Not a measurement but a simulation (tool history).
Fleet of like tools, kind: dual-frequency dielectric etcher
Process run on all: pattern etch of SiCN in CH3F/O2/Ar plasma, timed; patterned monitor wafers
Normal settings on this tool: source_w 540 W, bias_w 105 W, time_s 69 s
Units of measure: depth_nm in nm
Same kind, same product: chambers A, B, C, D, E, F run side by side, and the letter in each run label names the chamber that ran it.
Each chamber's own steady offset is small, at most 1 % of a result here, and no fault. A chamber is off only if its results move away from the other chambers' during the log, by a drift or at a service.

| run | hour | source_w | bias_w | time_s | hours since the last wet clean | hours since the last source power generator calibration | hours since the last bias power generator calibration | read-back reference wafer on the same gauge, depth_nm | depth_nm |
|---|---|---|---|---|---|---|---|---|---|
| 1A | 7.6 | 540 | 105 | 69 | 329.1 | 1965 | 1048.1 | 32.919 | 33.199 |
| 2E | 14.6 | 540 | 105 | 69 | 334 | 3558 | 911.7 | 32.901 | 33.374 |
| 3F | 19.3 | 540 | 105 | 69 | 379 | 3975.1 | 1090.8 | 32.893 | 33.523 |
| 4C | 26.9 | 540 | 105 | 69 | 535.9 | 144.8 | 652.2 | 32.867 | 33.238 |
| 5D | 32.9 | 540 | 105 | 69 | 186.7 | 103.7 | 2830 | 32.957 | 33.469 |
| 6B | 40.7 | 540 | 105 | 69 | 304.2 | 3860.2 | 1729.1 | 32.907 | 33.625 |
|  | 43.9 | chamber F: wet clean of the chamber |
| 7E | 44.3 | 540 | 105 | 69 | 363.7 | 3587.7 | 941.4 | 32.898 | 33.366 |
| 8B | 49.7 | 540 | 105 | 69 | 313.2 | 3869.2 | 1738.1 | 32.905 | 33.468 |
| 9A | 56 | 540 | 105 | 69 | 377.5 | 2013.4 | 1096.5 | 32.925 | 33.462 |
|  | 59.6 | chamber E: wet clean of the chamber |
| 10C | 61.7 | 540 | 105 | 69 | 570.7 | 179.6 | 687 | 32.872 | 33.385 |
|  | 61.8 | chamber A: wet clean of the chamber |
| 11D | 67.4 | 610 | 130 | 69 | 221.2 | 138.2 | 2864.5 | 32.89 | 37.694 |
|  | 68 | chamber C: wet clean of the chamber |
| 12F | 74.2 | 610 | 130 | 69 | 30.3 | 4030 | 1145.7 | 32.905 | 37.849 |
| 13E | 79.6 | 610 | 130 | 69 | 20 | 3623 | 976.7 | 32.873 | 37.745 |
| 14C | 85.8 | 610 | 130 | 69 | 17.9 | 203.7 | 711.1 | 32.907 | 37.905 |
| 15B | 91.2 | 610 | 130 | 69 | 354.7 | 3910.7 | 1779.6 | 32.913 | 37.42 |
| 16F | 96.1 | 610 | 130 | 69 | 52.2 | 4051.9 | 1167.6 | 32.944 | 37.549 |
| 17A | 101.7 | 540 | 105 | 69 | 39.9 | 2059.1 | 1142.2 | 32.901 | 33.337 |
| 18D | 105.7 | 540 | 105 | 69 | 259.5 | 176.5 | 2902.8 | 32.916 | 33.425 |
| 19E | 111.2 | 540 | 105 | 79 | 51.6 | 3654.6 | 1008.3 | 32.895 | 38.404 |
| 20F | 117 | 540 | 105 | 79 | 73.1 | 4072.8 | 1188.5 | 32.911 | 38.028 |
| 21C | 123.9 | 540 | 105 | 79 | 56 | 241.8 | 749.2 | 32.917 | 38.216 |
| 22D | 130.1 | 540 | 105 | 79 | 283.9 | 200.9 | 2927.2 | 32.902 | 38.198 |
| 23A | 136.4 | 540 | 105 | 79 | 74.6 | 2093.8 | 1176.9 | 32.942 | 38.295 |
| 24B | 141.6 | 540 | 105 | 79 | 405.1 | 3961.1 | 1830 | 32.853 | 38.114 |
| 25C | 145.6 | 540 | 105 | 69 | 77.7 | 263.5 | 770.9 | 32.89 | 33.606 |
| 26A | 150.6 | 540 | 105 | 69 | 88.8 | 2108 | 1191.1 | 32.888 | 33.468 |
| 27D | 156.7 | 540 | 105 | 69 | 310.5 | 227.5 | 2953.8 | 32.905 | 33.284 |
| 28F | 162.2 | 540 | 105 | 69 | 118.3 | 4118 | 1233.7 | 32.865 | 33.356 |
| 29B | 169 | 450 | 91 | 69 | 432.5 | 3988.5 | 1857.4 | 32.933 | 29.602 |
| 30E | 173.9 | 450 | 91 | 69 | 114.3 | 3717.3 | 1071 | 32.872 | 29.545 |
| 31B | 178.5 | 450 | 91 | 69 | 442 | 3998 | 1866.9 | 32.892 | 29.869 |
| 32C | 185.3 | 450 | 91 | 69 | 117.4 | 303.2 | 810.6 | 32.895 | 29.48 |
| 33A | 190.7 | 450 | 91 | 69 | 128.9 | 2148.1 | 1231.2 | 32.833 | 29.774 |
| 34D | 196.5 | 450 | 91 | 69 | 350.3 | 267.3 | 2993.6 | 32.914 | 29.804 |
| 35F | 202.4 | 540 | 105 | 69 | 158.5 | 4158.2 | 1273.9 | 32.935 | 33.449 |
| 36E | 206.1 | 540 | 105 | 69 | 146.5 | 3749.5 | 1103.2 | 32.9 | 33.43 |
| 37C | 212.4 | 540 | 105 | 69 | 144.5 | 330.3 | 837.7 | 32.86 | 33.352 |
| 38F | 219.2 | 540 | 105 | 69 | 175.3 | 4175 | 1290.7 | 32.933 | 33.499 |
| 39D | 223.2 | 540 | 105 | 69 | 377 | 294 | 3020.3 | 32.894 | 33.586 |
| 40B | 227.4 | 540 | 105 | 69 | 490.9 | 4046.9 | 1915.8 | 32.893 | 33.358 |
| 41A | 231.8 | 460 | 93 | 69 | 170 | 2189.2 | 1272.3 | 32.891 | 29.937 |
| 42E | 236.4 | 460 | 93 | 69 | 176.8 | 3779.8 | 1133.5 | 32.878 | 30.154 |
| 43B | 243.4 | 460 | 93 | 69 | 506.9 | 4062.9 | 1931.8 | 32.891 | 30.476 |
| 44E | 247.8 | 460 | 93 | 69 | 188.2 | 3791.2 | 1144.9 | 32.9 | 30.176 |

For the next run the whole fleet of 6 chambers uses the same settings. Give each chamber's results:
| 45A | 253.4 | 540 | 105 | 69 |  |  |  |  | ? |
| 45B | 253.4 | 540 | 105 | 69 |  |  |  |  | ? |
| 45C | 253.4 | 540 | 105 | 69 |  |  |  |  | ? |
| 45D | 253.4 | 540 | 105 | 69 |  |  |  |  | ? |
| 45E | 253.4 | 540 | 105 | 69 |  |  |  |  | ? |
| 45F | 253.4 | 540 | 105 | 69 |  |  |  |  | ? |

| run | depth_nm |
|---|---|
| 45A | 33.414 |
| 45B | 33.276 |
| 45C | 33.958 |
| 45D | 33.12 |
| 45E | 33.587 |
| 45F | 33.365 |

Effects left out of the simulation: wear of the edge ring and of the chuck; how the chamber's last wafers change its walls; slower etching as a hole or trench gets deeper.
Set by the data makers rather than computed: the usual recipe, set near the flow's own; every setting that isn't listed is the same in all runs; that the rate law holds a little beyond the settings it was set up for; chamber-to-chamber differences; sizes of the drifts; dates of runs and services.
